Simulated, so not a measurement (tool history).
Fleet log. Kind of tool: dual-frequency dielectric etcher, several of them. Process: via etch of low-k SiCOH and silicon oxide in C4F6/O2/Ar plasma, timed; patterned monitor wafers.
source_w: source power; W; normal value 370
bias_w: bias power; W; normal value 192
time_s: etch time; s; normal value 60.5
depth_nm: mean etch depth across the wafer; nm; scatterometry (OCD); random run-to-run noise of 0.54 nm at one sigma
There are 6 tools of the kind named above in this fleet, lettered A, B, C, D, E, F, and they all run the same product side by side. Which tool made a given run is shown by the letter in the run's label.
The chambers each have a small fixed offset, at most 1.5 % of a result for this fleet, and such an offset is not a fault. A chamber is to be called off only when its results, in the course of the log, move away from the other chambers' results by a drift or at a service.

run	hour	source_w	bias_w	time_s	read-back reference wafer on the same gauge, depth_nm	depth_nm
1A	10.5	370	192	60.5	143.04	165.78
# hour 13.7: chamber E: source power generator calibrated
# hour 18.9: chamber A: wet clean of the chamber
2B	19.0	370	192	60.5	142.90	167.65
3C	26.4	370	192	60.5	142.99	169.53
4E	37.2	370	192	60.5	143.04	170.34
5F	51.9	370	192	60.5	143.01	168.98
6D	63.8	370	192	60.5	143.15	168.70
7E	78.6	370	192	60.5	142.97	170.23
# hour 85.0: chamber E: wet clean of the chamber
8D	92.6	370	192	60.5	142.95	169.27
9C	102.1	370	220	73.0	143.08	214.40
# hour 109.9: chamber F: wet clean of the chamber
10B	112.7	370	220	73.0	143.01	210.50
11A	122.6	370	220	73.0	143.02	209.05
12F	131.8	370	220	73.0	142.98	213.04
13C	138.5	370	220	73.0	142.94	213.57
14A	152.6	370	220	73.0	143.05	209.89
15D	165.4	370	192	60.5	143.08	168.81
16E	176.8	370	192	60.5	142.91	169.88
17B	187.8	370	230	60.5	143.13	177.58
18F	200.3	370	230	60.5	142.95	178.01
19D	210.8	370	230	60.5	143.01	179.66
# hour 213.2: chamber C: wet clean of the chamber
20A	217.6	370	230	60.5	142.96	175.77
21F	230.6	370	230	60.5	142.95	177.70
22C	240.1	370	230	60.5	142.97	180.96
# hour 247.5: chamber D: wet clean of the chamber
23B	249.8	370	150	60.5	143.09	155.22
24E	258.5	370	150	60.5	142.95	157.20
25F	268.8	370	150	60.5	142.94	154.90
26C	279.4	370	150	60.5	143.08	157.25
27B	293.4	370	150	60.5	143.00	154.70
28D	308.5	370	150	60.5	142.98	156.68
29A	318.2	370	192	60.5	142.91	166.31
30E	331.6	370	192	54.5	143.00	152.59
31E	341.5	370	192	54.5	142.95	153.67
32A	356.5	370	192	54.5	142.95	149.41
33F	367.2	370	192	54.5	142.97	150.91
34D	375.2	370	192	54.5	143.01	151.94
35B	386.2	370	192	54.5	143.06	151.10
36C	393.6	370	192	60.5	142.91	170.14
37A	405.2	370	192	60.5	142.95	165.74
38E	415.6	370	192	60.5	143.01	169.71
39D	425.8	370	192	60.5	142.87	168.86
40F	433.5	300	167	60.5	143.00	148.89

Is one chamber out of step, is the gauge drifting, or do the chambers differ by no more than their own small offsets? For an off chamber, give its letter and the likeliest cause.

Beyond each chamber's small constant offset nothing stands out, and the gauge stays steady.
